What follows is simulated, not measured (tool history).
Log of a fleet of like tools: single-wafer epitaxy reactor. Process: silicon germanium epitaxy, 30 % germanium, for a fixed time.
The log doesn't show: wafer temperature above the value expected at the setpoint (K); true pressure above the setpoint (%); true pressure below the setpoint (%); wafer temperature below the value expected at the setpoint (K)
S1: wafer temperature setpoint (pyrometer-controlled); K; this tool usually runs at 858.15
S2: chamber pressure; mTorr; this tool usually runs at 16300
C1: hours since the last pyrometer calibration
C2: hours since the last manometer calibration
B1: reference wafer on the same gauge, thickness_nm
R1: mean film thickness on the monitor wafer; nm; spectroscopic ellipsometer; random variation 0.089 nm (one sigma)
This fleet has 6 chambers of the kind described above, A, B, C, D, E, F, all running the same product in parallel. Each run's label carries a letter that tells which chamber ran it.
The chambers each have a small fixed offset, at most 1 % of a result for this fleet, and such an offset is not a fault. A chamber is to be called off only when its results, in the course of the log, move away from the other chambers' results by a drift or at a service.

Run 1F, hour 7.9: usual settings; C1 839.1; C2 1770.1; B1 38.302. Result: R1 41.543 nm.
Run 2D, hour 18.0: usual settings; C1 1779.5; C2 449.2; B1 38.288. Result: R1 40.951 nm.
Run 3A, hour 24.8: usual settings; C1 257.2; C2 1231.1; B1 38.287. Result: R1 40.961 nm.
Run 4E, hour 30.7: usual settings; C1 1046.7; C2 597.4; B1 38.298. Result: R1 41.188 nm.
Run 5C, hour 40.7: usual settings; C1 255.1; C2 471.6; B1 38.289. Result: R1 41.071 nm.
Run 6B, hour 47.0: usual settings but S1 863.15 K; C1 540.2; C2 116.7; B1 38.285. Result: R1 45.203 nm.
Run 7F, hour 54.4: usual settings but S1 863.15 K; C1 885.6; C2 1816.6; B1 38.311. Result: R1 45.428 nm.
Run 8E, hour 65.4: usual settings but S1 863.15 K; C1 1081.4; C2 632.1; B1 38.290. Result: R1 45.109 nm.
Run 9C, hour 77.8: usual settings but S1 863.15 K; C1 292.2; C2 508.7; B1 38.283. Result: R1 45.127 nm.
Run 10B, hour 87.7: usual settings but S1 863.15 K; C1 580.9; C2 157.4; B1 38.292. Result: R1 45.172 nm.
Run 11D, hour 98.4: usual settings but S1 863.15 K; C1 1859.9; C2 529.6; B1 38.295. Result: R1 45.295 nm.
Run 12A, hour 105.9: usual settings; C1 338.3; C2 1312.2; B1 38.300. Result: R1 40.844 nm.
Run 13B, hour 118.2: usual settings; C1 611.4; C2 187.9; B1 38.289. Result: R1 41.323 nm.
Run 14C, hour 127.7: usual settings; C1 342.1; C2 558.6; B1 38.279. Result: R1 41.009 nm.
Run 15F, hour 137.7: usual settings; C1 968.9; C2 1899.9; B1 38.300. Result: R1 41.424 nm.
At hour 143.0: chamber E: pyrometer calibrated.
Run 16A, hour 147.1: usual settings; C1 379.5; C2 1353.4; B1 38.299. Result: R1 40.791 nm.
Run 17D, hour 154.3: usual settings; C1 1915.8; C2 585.5; B1 38.287. Result: R1 41.252 nm.
Run 18E, hour 162.0: usual settings; C1 19.0; C2 728.7; B1 38.302. Result: R1 41.878 nm.
Run 19D, hour 174.4: usual settings; C1 1935.9; C2 605.6; B1 38.293. Result: R1 41.231 nm.
Run 20F, hour 186.9: usual settings; C1 1018.1; C2 1949.1; B1 38.278. Result: R1 41.588 nm.
Run 21E, hour 198.2: usual settings; C1 55.2; C2 764.9; B1 38.290. Result: R1 41.929 nm.
Run 22B, hour 204.6: usual settings; C1 697.8; C2 274.3; B1 38.301. Result: R1 41.206 nm.
Run 23A, hour 213.0: usual settings; C1 445.4; C2 1419.3; B1 38.299. Result: R1 40.974 nm.
Run 24C, hour 223.7: usual settings; C1 438.1; C2 654.6; B1 38.311. Result: R1 41.134 nm.
Run 25B, hour 230.2: usual settings; C1 723.4; C2 299.9; B1 38.311. Result: R1 41.120 nm.
Run 26A, hour 238.1: usual settings; C1 470.5; C2 1444.4; B1 38.314. Result: R1 41.013 nm.
Run 27E, hour 245.8: usual settings; C1 102.8; C2 812.5; B1 38.297. Result: R1 42.086 nm.
Run 28D, hour 254.6: usual settings but S1 844.15 K, S2 13200 mTorr; C1 2016.1; C2 685.8; B1 38.288. Result: R1 28.784 nm.
Run 29C, hour 264.2: usual settings but S1 844.15 K, S2 13200 mTorr; C1 478.6; C2 695.1; B1 38.283. Result: R1 29.027 nm.
Run 30F, hour 270.1: usual settings but S1 844.15 K, S2 13200 mTorr; C1 1101.3; C2 2032.3; B1 38.322. Result: R1 29.297 nm.
Run 31A, hour 278.0: usual settings but S1 844.15 K, S2 13200 mTorr; C1 510.4; C2 1484.3; B1 38.320. Result: R1 28.864 nm.
Run 32B, hour 290.0: usual settings but S1 844.15 K, S2 13200 mTorr; C1 783.2; C2 359.7; B1 38.304. Result: R1 28.989 nm.
Run 33E, hour 296.8: usual settings but S1 844.15 K, S2 13200 mTorr; C1 153.8; C2 863.5; B1 38.321. Result: R1 29.406 nm.
Run 34D, hour 308.0: usual settings; C1 2069.5; C2 739.2; B1 38.312. Result: R1 41.148 nm.
Run 35C, hour 316.2: usual settings; C1 530.6; C2 747.1; B1 38.292. Result: R1 41.127 nm.
Run 36F, hour 323.9: usual settings; C1 1155.1; C2 2086.1; B1 38.295. Result: R1 41.341 nm.
Run 37C, hour 334.2: usual settings; C1 548.6; C2 765.1; B1 38.302. Result: R1 41.052 nm.
Run 38D, hour 342.2: usual settings; C1 2103.7; C2 773.4; B1 38.293. Result: R1 41.153 nm.
Run 39A, hour 350.3: usual settings; C1 582.7; C2 1556.6; B1 38.301. Result: R1 41.012 nm.
Run 40B, hour 357.7: usual settings but S1 850.15 K; C1 850.9; C2 427.4; B1 38.285. Result: R1 35.329 nm.
Run 41F, hour 363.4: usual settings but S1 850.15 K; C1 1194.6; C2 2125.6; B1 38.302. Result: R1 35.697 nm.
Run 42E, hour 370.0: usual settings but S1 850.15 K; C1 227.0; C2 936.7; B1 38.322. Result: R1 36.022 nm.

Decide between three cases: one chamber stands off from its peers, the gauge reading all wafers drifts, or nothing is wrong past each chamber's small offset. Where a chamber is off, say which and what most likely put it there.

A service on chamber E put it out of line with the rest.
Most likely cause: wafer temperature above the value expected at the setpoint (K) = 0.984.

Below are 4 candidate recipes for chamber E's next run, each the usual settings with a change, their results shown as question marks. Which of them brings E's results back in line with what the other chambers give on the usual settings?
To be in line, a result may differ from the other chambers' mean on the usual settings by at most: R1 0.330 nm
Run 43E-1, hour 378.9: usual settings but S2 17100 mTorr. Result: R1 ?.
Run 43E-2, hour 378.9: usual settings but S1 860.15 K. Result: R1 ?.
Run 43E-3, hour 378.9: usual settings but S1 856.15 K. Result: R1 ?.
Run 43E-4, hour 378.9: usual settings but S1 857.15 K. Result: R1 ?.

Other chambers, usual settings, mean: R1 41.195 nm
  run      R1
43E-1  42.882
43E-2  43.678
43E-3  40.512
43E-4  41.284
The answer is 43E-4, which returns the chamber to within the allowed miss of the others.

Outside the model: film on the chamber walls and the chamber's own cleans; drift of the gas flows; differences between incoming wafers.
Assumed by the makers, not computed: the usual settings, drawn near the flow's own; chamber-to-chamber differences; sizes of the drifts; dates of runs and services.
